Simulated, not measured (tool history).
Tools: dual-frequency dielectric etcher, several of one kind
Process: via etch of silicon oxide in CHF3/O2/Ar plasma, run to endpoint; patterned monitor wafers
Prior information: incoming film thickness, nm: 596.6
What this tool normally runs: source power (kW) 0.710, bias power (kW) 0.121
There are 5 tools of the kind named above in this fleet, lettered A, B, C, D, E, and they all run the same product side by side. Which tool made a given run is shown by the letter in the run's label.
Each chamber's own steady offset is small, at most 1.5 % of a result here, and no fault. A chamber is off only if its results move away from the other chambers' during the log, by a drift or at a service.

Run 1C, hour 7.2: usual settings. Result: endpoint time (s) 318.67.
Run 2B, hour 15.2: usual settings. Result: endpoint time (s) 321.80.
Run 3E, hour 25.7: usual settings. Result: endpoint time (s) 319.53.
Run 4D, hour 38.9: usual settings. Result: endpoint time (s) 320.07.
At hour 42.5: chamber D: wet clean of the chamber.
Run 5A, hour 50.6: usual settings. Result: endpoint time (s) 321.92.
Run 6B, hour 62.8: usual settings. Result: endpoint time (s) 321.77.
Run 7D, hour 75.5: usual settings. Result: endpoint time (s) 317.76.
Run 8A, hour 88.5: usual settings. Result: endpoint time (s) 322.04.
Run 9E, hour 99.6: usual settings. Result: endpoint time (s) 328.84.
Run 10C, hour 109.3: usual settings. Result: endpoint time (s) 319.57.
Run 11A, hour 118.0: usual settings. Result: endpoint time (s) 323.25.
Run 12E, hour 124.9: usual settings. Result: endpoint time (s) 325.92.
Run 13D, hour 137.3: usual settings. Result: endpoint time (s) 320.17.
Run 14B, hour 149.6: usual settings. Result: endpoint time (s) 320.38.
Run 15C, hour 163.2: usual settings but source power (kW) 0.620, bias power (kW) 0.143. Result: endpoint time (s) 320.16.
Run 16B, hour 173.9: usual settings but source power (kW) 0.620, bias power (kW) 0.143. Result: endpoint time (s) 323.88.
Run 17C, hour 180.4: usual settings but source power (kW) 0.620, bias power (kW) 0.143. Result: endpoint time (s) 321.68.
Run 18D, hour 187.7: usual settings but source power (kW) 0.620, bias power (kW) 0.143. Result: endpoint time (s) 320.24.
Run 19E, hour 198.4: usual settings but source power (kW) 0.620, bias power (kW) 0.143. Result: endpoint time (s) 327.47.
Run 20A, hour 206.8: usual settings but source power (kW) 0.830. Result: endpoint time (s) 300.57.
Run 21A, hour 215.4: usual settings but source power (kW) 0.830. Result: endpoint time (s) 302.38.
At hour 225.5: chamber E: wet clean of the chamber.
Run 22D, hour 226.5: usual settings but source power (kW) 0.830. Result: endpoint time (s) 305.21.
Run 23C, hour 236.8: usual settings but source power (kW) 0.830. Result: endpoint time (s) 305.18.
Run 24B, hour 243.0: usual settings but source power (kW) 0.830. Result: endpoint time (s) 305.59.
Run 25E, hour 253.8: usual settings. Result: endpoint time (s) 327.77.
Run 26E, hour 261.0: usual settings. Result: endpoint time (s) 324.71.
Run 27B, hour 272.9: usual settings. Result: endpoint time (s) 320.28.
Run 28A, hour 280.9: usual settings. Result: endpoint time (s) 323.77.
Run 29C, hour 292.1: usual settings. Result: endpoint time (s) 320.38.
Run 30D, hour 298.6: usual settings. Result: endpoint time (s) 323.84.
Run 31D, hour 309.3: usual settings. Result: endpoint time (s) 321.85.
Run 32C, hour 317.1: usual settings. Result: endpoint time (s) 320.61.
Run 33E, hour 324.5: usual settings. Result: endpoint time (s) 331.09.
At hour 327.2: chamber C: bias power generator calibrated.
Run 34A, hour 333.9: usual settings. Result: endpoint time (s) 317.73.
At hour 339.6: chamber A: wet clean of the chamber.
Run 35B, hour 340.5: usual settings. Result: endpoint time (s) 316.43.
Run 36A, hour 352.8: usual settings. Result: endpoint time (s) 324.86.
Run 37B, hour 360.9: usual settings. Result: endpoint time (s) 325.15.
At hour 364.1: chamber C: wet clean of the chamber.
Run 38E, hour 374.2: usual settings. Result: endpoint time (s) 323.84.
Run 39C, hour 381.7: usual settings. Result: endpoint time (s) 316.22.
Run 40D, hour 393.6: usual settings. Result: endpoint time (s) 323.54.
Run 41D, hour 405.1: usual settings. Result: endpoint time (s) 317.86.
Run 42E, hour 414.6: usual settings. Result: endpoint time (s) 326.19.
Run 43A, hour 427.5: usual settings but source power (kW) 0.870, bias power (kW) 0.103. Result: endpoint time (s) 308.34.
Run 44B, hour 439.4: usual settings but source power (kW) 0.870, bias power (kW) 0.103. Result: endpoint time (s) 312.36.

Next, all 5 chambers run the settings below, one line each with question marks for the results. What does each chamber give?
Run 45A, hour 449.1: usual settings but source power (kW) 0.530. Result: endpoint time (s) ?.
Run 45B, hour 449.1: usual settings but source power (kW) 0.530. Result: endpoint time (s) ?.
Run 45C, hour 449.1: usual settings but source power (kW) 0.530. Result: endpoint time (s) ?.
Run 45D, hour 449.1: usual settings but source power (kW) 0.530. Result: endpoint time (s) ?.
Run 45E, hour 449.1: usual settings but source power (kW) 0.530. Result: endpoint time (s) ?.

run  endpoint time (s)
45A             359.62
45B             361.76
45C             358.22
45D             353.64
45E             364.69
